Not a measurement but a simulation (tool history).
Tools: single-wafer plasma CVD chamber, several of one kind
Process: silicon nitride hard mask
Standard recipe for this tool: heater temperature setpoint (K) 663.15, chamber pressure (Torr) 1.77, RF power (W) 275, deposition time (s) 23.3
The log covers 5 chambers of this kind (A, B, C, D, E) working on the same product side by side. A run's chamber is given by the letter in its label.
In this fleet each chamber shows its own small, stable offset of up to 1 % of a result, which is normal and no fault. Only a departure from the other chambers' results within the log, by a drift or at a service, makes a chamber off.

run   hour  heater temperature setpoint (K)  chamber pressure (Torr)  RF power (W)  deposition time (s)  hours since the last thermocouple change  hours since the last RF generator calibration  hours since the last manometer calibration  read-back reference wafer on the same gauge, thickness_nm  mean film thickness on the monitor wafer (angstrom)
 1C    6.4                           663.15                     1.77           275                 23.3                                    1124.3                                         2005.2                                      1051.7                                                     31.417                                               261.30
 2D   12.5                           663.15                     1.77           275                 23.3                                     656.0                                          170.9                                       264.8                                                     31.378                                               260.09
      15.6  -- chamber A: capacitance manometer re-zeroed and calibrated
 3A   18.1                           663.15                     1.77           275                 23.3                                     720.1                                          251.9                                         2.6                                                     31.434                                               260.78
 4B   24.6                           663.15                     1.77           275                 23.3                                      33.9                                         1320.4                                      2318.9                                                     31.385                                               258.18
 5E   31.9                           663.15                     1.77           275                 23.3                                     802.7                                         1319.7                                      1200.7                                                     31.384                                               263.57
 6E   37.7                           663.15                     1.77           275                 23.3                                     808.5                                         1325.5                                      1206.5                                                     31.382                                               263.93
 7B   42.0                           663.15                     1.77           275                 23.3                                      51.3                                         1337.8                                      2336.3                                                     31.414                                               261.01
 8C   47.1                           654.15                     1.77           275                 23.3                                    1165.0                                         2045.9                                      1092.4                                                     31.391                                               261.08
 9D   52.4                           654.15                     1.77           275                 23.3                                     695.9                                          210.8                                       304.7                                                     31.412                                               260.99
      55.6  -- chamber B: capacitance manometer re-zeroed and calibrated
10A   59.3                           654.15                     1.77           275                 23.3                                     761.3                                          293.1                                        43.8                                                     31.446                                               261.74
11E   63.1                           654.15                     1.77           275                 23.3                                     833.9                                         1350.9                                      1231.9                                                     31.363                                               264.17
12C   70.8                           654.15                     1.77           275                 23.3                                    1188.7                                         2069.6                                      1116.1                                                     31.369                                               260.90
13D   75.4                           663.15                     1.77           275                 23.3                                     718.9                                          233.8                                       327.7                                                     31.403                                               259.55
14B   83.5                           663.15                     1.77           275                 23.3                                      92.8                                         1379.3                                        28.0                                                     31.402                                               260.94
15A   89.2                           663.15                     1.46           275                 23.3                                     791.2                                          323.0                                        73.7                                                     31.423                                               246.00
16A   96.8                           663.15                     1.46           275                 23.3                                     798.8                                          330.6                                        81.3                                                     31.392                                               247.28
17E  101.4                           663.15                     1.46           275                 23.3                                     872.2                                         1389.2                                      1270.2                                                     31.391                                               249.23
18B  105.5                           663.15                     1.46           275                 23.3                                     114.8                                         1401.3                                        50.0                                                     31.395                                               246.53
19D  112.7                           663.15                     1.46           275                 23.3                                     756.2                                          271.1                                       365.0                                                     31.397                                               246.73
20C  118.9                           663.15                     1.77           275                 23.3                                    1236.8                                         2117.7                                      1164.2                                                     31.389                                               259.62
21B  124.4                           663.15                     1.77           275                 20.1                                     133.7                                         1420.2                                        68.9                                                     31.396                                               226.30
22C  130.6                           663.15                     1.77           275                 20.1                                    1248.5                                         2129.4                                      1175.9                                                     31.423                                               225.71
23D  136.2                           663.15                     1.77           275                 20.1                                     779.7                                          294.6                                       388.5                                                     31.403                                               225.95
     140.8  -- chamber E: capacitance manometer re-zeroed and calibrated
24E  141.8                           663.15                     1.77           275                 20.1                                     912.6                                         1429.6                                         1.0                                                     31.408                                               231.05
25A  148.6                           663.15                     1.77           275                 20.1                                     850.6                                          382.4                                       133.1                                                     31.376                                               226.67
26C  153.3                           663.15                     1.77           275                 23.3                                    1271.2                                         2152.1                                      1198.6                                                     31.399                                               260.51
27A  161.7                           663.15                     1.77           275                 23.3                                     863.7                                          395.5                                       146.2                                                     31.401                                               263.10
28E  165.6                           663.15                     1.77           275                 23.3                                     936.4                                         1453.4                                        24.8                                                     31.386                                               267.76
29B  171.2                           663.15                     1.77           275                 23.3                                     180.5                                         1467.0                                       115.7                                                     31.395                                               258.98
30D  179.3                           663.15                     1.77           275                 23.3                                     822.8                                          337.7                                       431.6                                                     31.392                                               260.39
31D  187.2                           663.15                     1.77           275                 23.3                                     830.7                                          345.6                                       439.5                                                     31.389                                               259.74
32B  192.0                           663.15                     1.77           275                 23.3                                     201.3                                         1487.8                                       136.5                                                     31.382                                               260.22
33C  200.0                           663.15                     1.77           275                 23.3                                    1317.9                                         2198.8                                      1245.3                                                     31.395                                               259.10
     201.2  -- chamber C: thermocouple changed; heater temperature recalibrated
34E  206.7                           663.15                     1.77           275                 23.3                                     977.5                                         1494.5                                        65.9                                                     31.414                                               269.51
35A  211.8                           663.15                     1.77           275                 23.3                                     913.8                                          445.6                                       196.3                                                     31.423                                               260.82
36C  216.4                           663.15                     1.77           275                 23.3                                      15.3                                         2215.2                                      1261.7                                                     31.427                                               259.59
37B  222.2                           653.15                     1.77           260                 23.3                                     231.5                                         1518.0                                       166.7                                                     31.400                                               251.28
38A  227.3                           653.15                     1.77           260                 23.3                                     929.3                                          461.1                                       211.8                                                     31.387                                               251.71
39E  234.3                           653.15                     1.77           260                 23.3                                    1005.1                                         1522.1                                        93.5                                                     31.417                                               259.74
40D  239.4                           653.15                     1.77           260                 23.3                                     882.9                                          397.8                                       491.7                                                     31.415                                               251.22
41D  246.4                           653.15                     1.77           260                 23.3                                     889.9                                          404.8                                       498.7                                                     31.410                                               251.66
42C  251.4                           663.15                     1.77           275                 23.3                                      50.3                                         2250.2                                      1296.7                                                     31.385                                               258.79
43B  256.7                           663.15                     1.77           275                 23.3                                     266.0                                         1552.5                                       201.2                                                     31.420                                               261.43

Does one chamber stand apart from the rest, does the shared gauge drift, or is all well apart from small per-chamber offsets? Give the chamber and the most likely cause, where there is one.

A service on chamber E put it out of line with the rest.
Likeliest cause: true pressure above the setpoint (%) = 7.06.

Here are 4 candidates for chamber E's next run, each the usual settings with a change, their results left as question marks. Which one brings its results back in line with what the others give on the usual settings?
In line means no further than this from the other chambers' mean on the usual settings: mean film thickness on the monitor wafer (angstrom) 3.30
44E-1  262.9                           663.15                     1.77           280                 23.8                                                                                                                                                                                                                                                    ?
44E-2  262.9                           663.15                     1.76           270                 22.8                                                                                                                                                                                                                                                    ?
44E-3  262.9                           663.15                     1.77           275                 21.9                                                                                                                                                                                                                                                    ?
44E-4  262.9                           663.15                     1.84           295                 23.3                                                                                                                                                                                                                                                    ?

Other chambers, usual settings, mean: mean film thickness on the monitor wafer (angstrom) 260.59
  run  mean film thickness on the monitor wafer (angstrom)
44E-1                                               278.27
44E-2                                               259.51
44E-3                                               252.94
44E-4                                               285.44
With 44E-2, the chamber falls back in line with the rest.

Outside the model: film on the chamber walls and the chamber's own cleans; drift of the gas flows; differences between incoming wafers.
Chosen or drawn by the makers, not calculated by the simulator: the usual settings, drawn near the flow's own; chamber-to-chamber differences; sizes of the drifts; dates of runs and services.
